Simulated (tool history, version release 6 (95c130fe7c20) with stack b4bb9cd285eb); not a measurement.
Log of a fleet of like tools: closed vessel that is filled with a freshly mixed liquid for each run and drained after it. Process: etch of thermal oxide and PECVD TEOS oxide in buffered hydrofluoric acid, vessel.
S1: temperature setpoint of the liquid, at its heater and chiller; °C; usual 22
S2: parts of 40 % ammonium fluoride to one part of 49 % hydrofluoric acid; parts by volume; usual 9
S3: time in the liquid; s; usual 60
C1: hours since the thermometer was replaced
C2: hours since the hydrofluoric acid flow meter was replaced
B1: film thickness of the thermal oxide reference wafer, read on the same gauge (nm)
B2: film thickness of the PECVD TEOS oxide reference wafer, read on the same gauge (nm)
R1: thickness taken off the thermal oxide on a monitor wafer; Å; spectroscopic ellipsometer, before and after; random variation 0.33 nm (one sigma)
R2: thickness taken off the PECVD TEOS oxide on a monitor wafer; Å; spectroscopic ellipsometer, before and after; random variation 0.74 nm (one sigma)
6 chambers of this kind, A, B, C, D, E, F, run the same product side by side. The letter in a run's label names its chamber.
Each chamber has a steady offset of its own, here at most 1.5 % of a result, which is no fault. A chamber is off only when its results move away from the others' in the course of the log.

| run | hour | S1 | S2 | S3 | C1 | C2 | B1 | B2 | R1 | R2 |
|---|---|---|---|---|---|---|---|---|---|---|
| 1F | 3 | 22 | 9 | 60 | 1082.3 | 333.6 | 30.009 | 139.97 | 650.32 | 1537.8 |
| 2B | 6.8 | 22 | 9 | 60 | 993 | 937.1 | 29.991 | 140 | 652.71 | 1533.3 |
| 3A | 11.2 | 22 | 9 | 60 | 648.8 | 1665.7 | 29.968 | 139.99 | 655.86 | 1542.5 |
| 4E | 14.8 | 22 | 9 | 60 | 75.7 | 1064.2 | 29.974 | 140.01 | 655.25 | 1524.2 |
| 5D | 17.7 | 22 | 9 | 60 | 548 | 1154.9 | 29.993 | 139.99 | 660.39 | 1508.6 |
| 6C | 21.6 | 19.5 | 6 | 60 | 120 | 1796.5 | 30.016 | 139.98 | 836.45 | 1974.5 |
| 7C | 24.4 | 19.5 | 6 | 60 | 122.8 | 1799.3 | 30.013 | 139.97 | 839.69 | 1978.9 |
| 8D | 27.7 | 19.5 | 6 | 60 | 558 | 1164.9 | 30.032 | 139.99 | 863.6 | 1990 |
| 9B | 33.6 | 19.5 | 6 | 60 | 1019.8 | 963.9 | 29.962 | 139.99 | 849.56 | 1986.7 |
| 10F | 38.7 | 19.5 | 6 | 60 | 1118 | 369.3 | 30.038 | 139.98 | 850.83 | 1987.3 |
|  | 41.6 | chamber D: hydrofluoric acid flow meter replaced |
| 11A | 42.3 | 19.5 | 6 | 60 | 679.9 | 1696.8 | 29.998 | 140 | 850.3 | 2010 |
| 12E | 48.3 | 23.5 | 9 | 60 | 109.2 | 1097.7 | 29.995 | 139.97 | 715.9 | 1657.7 |
| 13E | 52.5 | 23.5 | 9 | 60 | 113.4 | 1101.9 | 30.003 | 140.01 | 712.36 | 1656.4 |
| 14A | 56.2 | 23.5 | 9 | 60 | 693.8 | 1710.7 | 29.954 | 140.01 | 714.5 | 1693.6 |
|  | 56.5 | chamber F: hydrofluoric acid flow meter replaced |
| 15F | 60.9 | 23.5 | 9 | 60 | 1140.2 | 4.5 | 30.025 | 139.96 | 708.48 | 1658.8 |
| 16C | 63.8 | 23.5 | 9 | 60 | 162.2 | 1838.7 | 29.986 | 139.96 | 704.07 | 1658.6 |
| 17D | 67.1 | 23.5 | 9 | 60 | 597.4 | 25.6 | 30.002 | 140.01 | 719.97 | 1652 |
| 18B | 71.3 | 22 | 9 | 60 | 1057.5 | 1001.6 | 29.984 | 139.96 | 651.53 | 1526 |
| 19E | 74 | 22 | 9 | 60 | 134.9 | 1123.4 | 29.995 | 139.97 | 659.71 | 1531.7 |
| 20F | 77.8 | 22 | 9 | 60 | 1157.1 | 21.4 | 30.008 | 139.98 | 657.16 | 1525.3 |
| 21A | 83.2 | 22 | 9 | 60 | 720.8 | 1737.7 | 30.02 | 140.01 | 652.96 | 1532.8 |
| 22B | 87.6 | 22 | 9 | 60 | 1073.8 | 1017.9 | 30.013 | 139.99 | 653.39 | 1522.4 |
| 23C | 92.5 | 25.5 | 9 | 85 | 190.9 | 1867.4 | 30.023 | 140 | 1113.3 | 2612 |
| 24D | 97.6 | 25.5 | 9 | 85 | 627.9 | 56.1 | 29.993 | 139.97 | 1133.4 | 2606.7 |
| 25A | 101.8 | 25.5 | 9 | 85 | 739.4 | 1756.3 | 29.974 | 139.96 | 1119.3 | 2670.3 |
| 26B | 106.4 | 25.5 | 9 | 85 | 1092.6 | 1036.7 | 30.01 | 139.99 | 1123.4 | 2629.3 |
| 27C | 111.9 | 25.5 | 9 | 85 | 210.3 | 1886.8 | 30.009 | 139.99 | 1117.3 | 2622.5 |
| 28F | 117.8 | 25.5 | 9 | 85 | 1197.1 | 61.4 | 30.008 | 139.99 | 1128.3 | 2607.2 |
| 29D | 122.2 | 22 | 9 | 35 | 652.5 | 80.7 | 30.006 | 139.99 | 382.96 | 882.8 |
| 30E | 128.4 | 22 | 9 | 35 | 189.3 | 1177.8 | 30.013 | 140.04 | 383.2 | 886.04 |
| 31E | 132.8 | 22 | 9 | 35 | 193.7 | 1182.2 | 30.004 | 140.01 | 384.97 | 897.76 |
| 32C | 136.8 | 22 | 9 | 35 | 235.2 | 1911.7 | 30 | 139.98 | 381.55 | 893.22 |
| 33B | 142.4 | 22 | 9 | 35 | 1128.6 | 1072.7 | 30.002 | 139.98 | 377.74 | 885.17 |
| 34A | 145.7 | 22 | 9 | 35 | 783.3 | 1800.2 | 30.001 | 140 | 382.78 | 899.98 |
| 35D | 149.7 | 22 | 9 | 60 | 680 | 108.2 | 29.962 | 140 | 664.15 | 1528.1 |
| 36F | 154.7 | 22 | 9 | 60 | 1234 | 98.3 | 30.028 | 139.99 | 651.99 | 1536.4 |
| 37E | 159 | 22 | 9 | 60 | 219.9 | 1208.4 | 30.041 | 140 | 660.05 | 1525.1 |

All 6 chambers run these settings next. Forecast each chamber's results:
| 38A | 163.4 | 22 | 9 | 50 |  |  |  |  | ? | ? |
| 38B | 163.4 | 22 | 9 | 50 |  |  |  |  | ? | ? |
| 38C | 163.4 | 22 | 9 | 50 |  |  |  |  | ? | ? |
| 38D | 163.4 | 22 | 9 | 50 |  |  |  |  | ? | ? |
| 38E | 163.4 | 22 | 9 | 50 |  |  |  |  | ? | ? |
| 38F | 163.4 | 22 | 9 | 50 |  |  |  |  | ? | ? |

| run | R1 | R2 |
|---|---|---|
| 38A | 541.3 | 1276.9 |
| 38B | 542.43 | 1278.2 |
| 38C | 545.04 | 1268.8 |
| 38D | 552.18 | 1271.9 |
| 38E | 547.01 | 1271.6 |
| 38F | 541.78 | 1283.3 |
